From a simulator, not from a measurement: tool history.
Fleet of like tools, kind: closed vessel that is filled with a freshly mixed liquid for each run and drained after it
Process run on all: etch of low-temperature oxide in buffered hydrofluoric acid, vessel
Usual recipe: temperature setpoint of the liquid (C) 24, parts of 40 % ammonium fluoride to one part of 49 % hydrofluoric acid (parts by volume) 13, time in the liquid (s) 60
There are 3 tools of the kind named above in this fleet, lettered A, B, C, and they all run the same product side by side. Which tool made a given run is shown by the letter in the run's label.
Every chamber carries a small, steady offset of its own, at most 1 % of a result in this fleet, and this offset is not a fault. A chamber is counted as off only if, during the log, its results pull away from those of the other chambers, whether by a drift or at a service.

run,day,temperature setpoint of the liquid (C),parts of 40 % ammonium fluoride to one part of 49 % hydrofluoric acid (parts by volume),time in the liquid (s),hours since the thermometer was replaced,hours since the hydrofluoric acid flow meter was replaced,"read-back film thickness of the low-temperature oxide reference wafer, read on the same gauge (nm)",thickness taken off the low-temperature oxide on a monitor wafer (nm)
1C,0.454,24,13,60,36.8,429.8,150.01,160.29
2B,0.746,24,13,60,643,1931.3,149.98,162.05
3A,1.067,24,13,60,1281.1,137.4,149.99,160.55
4B,1.504,24,13,60,661.2,1949.5,150.01,161.23
5C,1.971,24,13,60,73.2,466.2,150,164.85
6A,2.417,24,13,60,1313.5,169.8,149.97,158.48
7C,2.7,24,13,60,90.7,483.7,149.99,160.97
8B,3.025,26.5,13,30,697.7,1986,150.01,92.864
9A,3.496,26.5,13,30,1339.4,195.7,150,93.434
10A,4.05,26.5,13,30,1352.7,209,150,92.509
11C,4.35,24,13,60,130.3,523.3,150.01,160.73
12B,4.812,28.5,17,60,740.6,2028.9,150.01,157.3
13C,5.125,28.5,17,60,148.9,541.9,150,160.83
14A,5.629,28.5,17,60,1390.6,246.9,149.96,159.24
15B,6.017,24,13,60,769.5,2057.8,150,159.48
16A,6.496,24,13,60,1411.4,267.7,149.98,165.09
17B,6.854,24,13,60,789.6,2077.9,150,157.47
18C,7.229,24,13,60,199.4,592.4,149.98,159.54
19C,7.638,24,15,70,209.2,602.2,150.01,164.98
20B,8.146,24,15,70,820.6,2108.9,149.98,159.95
21A,8.742,24,15,70,1465.3,321.6,149.99,169.82
22B,9.188,24,13,60,845.6,2133.9,149.99,160.55
23A,9.579,24,13,60,1485.4,341.7,150.03,169.25
24C,9.883,22,16.5,60,263.1,656.1,150,115.07
25B,10.279,22,16.5,60,871.8,2160.1,150.03,115.52
26A,10.838,22,16.5,60,1515.6,371.9,150,124.49
27C,11.233,24,13,60,295.5,688.5,150.01,161.55
28C,11.521,24,13,60,302.4,695.4,149.97,159.58
29B,11.962,24,13,60,912.2,2200.5,150.02,161.31
30A,12.333,24,13,40,1551.5,407.8,150.01,117.36
31A,12.917,24,13,40,1565.5,421.8,150,117.61
32B,13.188,24,13,40,941.6,2229.9,149.97,107.8
33C,13.525,24,13,60,350.5,743.5,149.99,160.24
34A,14.121,24,13,60,1594.4,450.7,150,182.15
35B,14.404,24,13,60,970.8,2259.1,149.97,159.94
36C,14.808,24,13,60,381.3,774.3,150,163.17

All chambers now run identical settings, listed one chamber a line with results as question marks. What results will each chamber show?
37A,15.25,24,13,35,,,,?
37B,15.25,24,13,35,,,,?
37C,15.25,24,13,35,,,,?

run,thickness taken off the low-temperature oxide on a monitor wafer (nm)
37A,105.05
37B,94.597
37C,95.266
